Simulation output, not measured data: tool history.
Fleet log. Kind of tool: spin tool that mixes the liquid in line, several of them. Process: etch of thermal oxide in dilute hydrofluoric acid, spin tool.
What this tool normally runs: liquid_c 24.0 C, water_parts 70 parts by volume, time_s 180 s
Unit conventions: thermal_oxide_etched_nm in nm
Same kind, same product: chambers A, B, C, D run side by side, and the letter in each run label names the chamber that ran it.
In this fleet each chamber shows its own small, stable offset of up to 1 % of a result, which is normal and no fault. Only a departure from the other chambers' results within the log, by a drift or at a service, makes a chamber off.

run,hour,liquid_c,water_parts,time_s,hours since the thermometer was replaced,hours since the hydrofluoric acid flow meter was replaced,"read-back film thickness of the thermal oxide reference wafer, read on the same gauge (nm)",thermal_oxide_etched_nm
1A,6.9,24.0,70,180,956.3,877.9,100.000,12.682
2B,12.6,24.0,70,180,1822.5,1080.8,99.988,12.971
3C,23.4,24.0,70,180,33.5,467.0,100.000,13.010
4D,33.2,24.0,70,180,869.4,71.0,99.959,12.828
5D,44.6,24.0,70,180,880.8,82.4,100.030,12.798
6B,53.0,24.0,70,180,1862.9,1121.2,100.000,12.918
7C,61.9,24.0,70,180,72.0,505.5,100.000,12.751
8A,67.4,24.0,70,180,1016.8,938.4,100.030,12.933
9B,78.5,24.0,70,180,1888.4,1146.7,99.996,12.863
10C,85.3,24.0,70,180,95.4,528.9,100.010,13.010
11D,91.2,24.0,70,180,927.4,129.0,100.010,12.979
12A,101.7,24.0,70,180,1051.1,972.7,99.961,13.050
13C,107.8,24.0,70,180,117.9,551.4,99.975,12.961
# hour 115.3: chamber B: thermometer replaced
14B,118.1,24.0,70,180,2.8,1186.3,100.070,12.946
15A,125.3,24.0,70,180,1074.7,996.3,100.000,13.063
16D,134.5,26.5,70,180,970.7,172.3,99.945,14.168
17A,145.5,26.5,70,180,1094.9,1016.5,99.992,14.578
18B,153.0,26.5,70,180,37.7,1221.2,100.020,14.361
19D,158.8,26.5,70,180,995.0,196.6,99.986,14.267
20C,166.2,20.0,70,285,176.3,609.8,100.010,17.274
21C,172.4,20.0,70,285,182.5,616.0,100.010,17.224
22A,181.7,20.0,70,285,1131.1,1052.7,99.982,17.825
23D,190.2,20.0,70,285,1026.4,228.0,99.996,17.336
# hour 201.1: chamber C: hydrofluoric acid flow meter replaced
24B,201.4,24.0,70,180,86.1,1269.6,99.988,12.957
25A,208.1,24.0,70,180,1157.5,1079.1,99.997,13.248
26B,219.1,24.0,70,180,103.8,1287.3,100.010,12.963
27D,228.8,24.0,70,180,1065.0,266.6,99.977,12.941
28C,235.6,24.0,70,180,245.7,34.5,99.998,12.843
29D,247.3,24.0,70,180,1083.5,285.1,99.999,13.054
30B,257.5,24.0,70,180,142.2,1325.7,100.010,13.032

The same settings go to every chamber for the next run, one line per chamber below. Forecast the results for each:
31A,266.0,24.0,70,180,,,,?
31B,266.0,24.0,70,180,,,,?
31C,266.0,24.0,70,180,,,,?
31D,266.0,24.0,70,180,,,,?

run,thermal_oxide_etched_nm
31A,13.306
31B,12.906
31C,12.867
31D,12.819

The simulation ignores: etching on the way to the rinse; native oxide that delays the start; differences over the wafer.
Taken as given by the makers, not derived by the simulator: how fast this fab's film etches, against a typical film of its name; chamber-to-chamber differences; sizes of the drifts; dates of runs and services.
